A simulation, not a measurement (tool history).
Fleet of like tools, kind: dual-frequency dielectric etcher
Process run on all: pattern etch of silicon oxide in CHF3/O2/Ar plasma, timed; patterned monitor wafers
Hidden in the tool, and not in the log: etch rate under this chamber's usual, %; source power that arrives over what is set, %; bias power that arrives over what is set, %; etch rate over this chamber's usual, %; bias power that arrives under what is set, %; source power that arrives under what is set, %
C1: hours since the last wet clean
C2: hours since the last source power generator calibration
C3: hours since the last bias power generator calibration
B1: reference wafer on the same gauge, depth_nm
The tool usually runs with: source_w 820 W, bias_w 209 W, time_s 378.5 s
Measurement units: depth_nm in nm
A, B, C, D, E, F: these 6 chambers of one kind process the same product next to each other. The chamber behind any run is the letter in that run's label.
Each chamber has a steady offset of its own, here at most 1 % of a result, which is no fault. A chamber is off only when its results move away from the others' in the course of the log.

Run 1B, day 0.371: usual settings; C1 191.3; C2 17; C3 2852.4; B1 847.37. Result: depth_nm 896.6 nm.
Run 2C, day 0.771: usual settings; C1 448.6; C2 1610.2; C3 467.7; B1 847.36. Result: depth_nm 886.38 nm.
Run 3E, day 1.2: usual settings; C1 425.1; C2 1318.6; C3 287.5; B1 847.33. Result: depth_nm 879.54 nm.
Run 4D, day 1.783: usual settings; C1 220.3; C2 1652.6; C3 729; B1 848.14. Result: depth_nm 888.51 nm.
Run 5F, day 2.2: usual settings but source_w 660 W, time_s 324.5 s; C1 393; C2 1563.3; C3 1846.4; B1 846.85. Result: depth_nm 697.9 nm.
Run 6A, day 2.738: usual settings but source_w 660 W, time_s 324.5 s; C1 321.2; C2 3489.1; C3 3186.8; B1 845.55. Result: depth_nm 691.4 nm.
Run 7B, day 3.183: usual settings but source_w 660 W, time_s 324.5 s; C1 258.8; C2 84.5; C3 2919.9; B1 847.31. Result: depth_nm 706.59 nm.
At day 3.692: chamber C: wet clean of the chamber.
Run 8A, day 3.708: usual settings but source_w 660 W, time_s 324.5 s; C1 344.5; C2 3512.4; C3 3210.1; B1 846.77. Result: depth_nm 703.2 nm.
Run 9D, day 4.262: usual settings but source_w 660 W, time_s 324.5 s; C1 279.8; C2 1712.1; C3 788.5; B1 845.56. Result: depth_nm 700.24 nm.
Run 10E, day 4.821: usual settings but source_w 660 W, time_s 324.5 s; C1 512; C2 1405.5; C3 374.4; B1 847.49. Result: depth_nm 705.41 nm.
Run 11C, day 5.304: usual settings; C1 38.8; C2 1719; C3 576.5; B1 846.58. Result: depth_nm 877.94 nm.
Run 12F, day 5.617: usual settings; C1 475; C2 1645.3; C3 1928.4; B1 846.38. Result: depth_nm 874.69 nm.
Run 13A, day 6.021: usual settings; C1 400; C2 3567.9; C3 3265.6; B1 846.42. Result: depth_nm 884.45 nm.
Run 14B, day 6.458: usual settings but bias_w 248 W, time_s 309.5 s; C1 337.4; C2 163.1; C3 2998.5; B1 847.84. Result: depth_nm 775.95 nm.
Run 15D, day 6.75: usual settings but bias_w 248 W, time_s 309.5 s; C1 339.5; C2 1771.8; C3 848.2; B1 847.23. Result: depth_nm 761.79 nm.
Run 16E, day 7.412: usual settings but bias_w 248 W, time_s 309.5 s; C1 574.2; C2 1467.7; C3 436.6; B1 847.73. Result: depth_nm 774.79 nm.
Run 17F, day 8.058: usual settings but bias_w 248 W, time_s 309.5 s; C1 533.6; C2 1703.9; C3 1987; B1 848.04. Result: depth_nm 760.8 nm.
Run 18C, day 8.688: usual settings but bias_w 248 W, time_s 309.5 s; C1 120; C2 1800.2; C3 657.7; B1 848.32. Result: depth_nm 764.86 nm.
Run 19F, day 8.996: usual settings but bias_w 248 W, time_s 309.5 s; C1 556.1; C2 1726.4; C3 2009.5; B1 847.27. Result: depth_nm 771.9 nm.
Run 20B, day 9.496: usual settings but time_s 418.5 s; C1 410.3; C2 236; C3 3071.4; B1 847.51. Result: depth_nm 995.13 nm.
Run 21D, day 9.908: usual settings but time_s 418.5 s; C1 415.3; C2 1847.6; C3 924; B1 847.35. Result: depth_nm 982.84 nm.
Run 22A, day 10.367: usual settings but time_s 418.5 s; C1 504.3; C2 3672.2; C3 3369.9; B1 846.15. Result: depth_nm 979.47 nm.
Run 23E, day 11.025: usual settings but time_s 418.5 s; C1 660.9; C2 1554.4; C3 523.3; B1 845.69. Result: depth_nm 982.69 nm.
At day 11.058: chamber E: source power generator calibrated.
At day 11.446: chamber E: wet clean of the chamber.
Run 24C, day 11.629: usual settings but time_s 418.5 s; C1 190.6; C2 1870.8; C3 728.3; B1 847.94. Result: depth_nm 977.67 nm.
Run 25A, day 12.021: usual settings but time_s 418.5 s; C1 544; C2 3711.9; C3 3409.6; B1 847.05. Result: depth_nm 981.04 nm.
Run 26F, day 12.688: usual settings; C1 644.7; C2 1815; C3 2098.1; B1 846.6. Result: depth_nm 882.22 nm.
At day 12.892: chamber A: wet clean of the chamber.
Run 27D, day 13.358: usual settings; C1 498.1; C2 1930.4; C3 1006.8; B1 846.51. Result: depth_nm 865.4 nm.
At day 13.492: chamber F: wet clean of the chamber.
At day 13.95: chamber B: wet clean of the chamber.
Run 28E, day 13.971: usual settings; C1 60.6; C2 70; C3 594; B1 848.45. Result: depth_nm 887.35 nm.
Run 29B, day 14.508: usual settings but source_w 640 W, bias_w 228 W; C1 13.5; C2 356.3; C3 3191.7; B1 845.66. Result: depth_nm 844.82 nm.
Run 30C, day 15.071: usual settings but source_w 640 W, bias_w 228 W; C1 273.2; C2 1953.4; C3 810.9; B1 846.78. Result: depth_nm 828.29 nm.
Run 31C, day 15.45: usual settings but source_w 640 W, bias_w 228 W; C1 282.3; C2 1962.5; C3 820; B1 845.42. Result: depth_nm 833.52 nm.
At day 15.742: chamber A: bias power generator calibrated.
Run 32F, day 15.858: usual settings but source_w 640 W, bias_w 228 W; C1 56.9; C2 1891.1; C3 2174.2; B1 846.51. Result: depth_nm 828.46 nm.
Run 33E, day 16.333: usual settings but source_w 640 W, bias_w 228 W; C1 117.3; C2 126.7; C3 650.7; B1 846.56. Result: depth_nm 836.79 nm.
Run 34A, day 16.912: usual settings but source_w 640 W, bias_w 228 W; C1 96.5; C2 3829.3; C3 28.2; B1 848.07. Result: depth_nm 822.64 nm.
Run 35D, day 17.383: usual settings; C1 594.7; C2 2027; C3 1103.4; B1 846.97. Result: depth_nm 860.94 nm.
Run 36B, day 17.7: usual settings; C1 90.1; C2 432.9; C3 3268.3; B1 846.19. Result: depth_nm 900.5 nm.
Run 37C, day 18.054: usual settings but source_w 940 W; C1 344.8; C2 2025; C3 882.5; B1 847.19. Result: depth_nm 930.84 nm.
Run 38A, day 18.675: usual settings but source_w 940 W; C1 138.8; C2 3871.6; C3 70.5; B1 846.02. Result: depth_nm 931.55 nm.
Run 39F, day 19.104: usual settings but source_w 940 W; C1 134.8; C2 1969; C3 2252.1; B1 845.89. Result: depth_nm 929.89 nm.
Run 40E, day 19.546: usual settings but source_w 940 W; C1 194.4; C2 203.8; C3 727.8; B1 847.04. Result: depth_nm 927.52 nm.

Next, all 6 chambers run the settings below, one line each with question marks for the results. What does each chamber give?
Run 41A, day 20.025: usual settings but time_s 317 s. Result: depth_nm ?.
Run 41B, day 20.025: usual settings but time_s 317 s. Result: depth_nm ?.
Run 41C, day 20.025: usual settings but time_s 317 s. Result: depth_nm ?.
Run 41D, day 20.025: usual settings but time_s 317 s. Result: depth_nm ?.
Run 41E, day 20.025: usual settings but time_s 317 s. Result: depth_nm ?.
Run 41F, day 20.025: usual settings but time_s 317 s. Result: depth_nm ?.

run  depth_nm
41A     735.2
41B    754.84
41C    738.19
41D    710.01
41E     737.4
41F    737.72

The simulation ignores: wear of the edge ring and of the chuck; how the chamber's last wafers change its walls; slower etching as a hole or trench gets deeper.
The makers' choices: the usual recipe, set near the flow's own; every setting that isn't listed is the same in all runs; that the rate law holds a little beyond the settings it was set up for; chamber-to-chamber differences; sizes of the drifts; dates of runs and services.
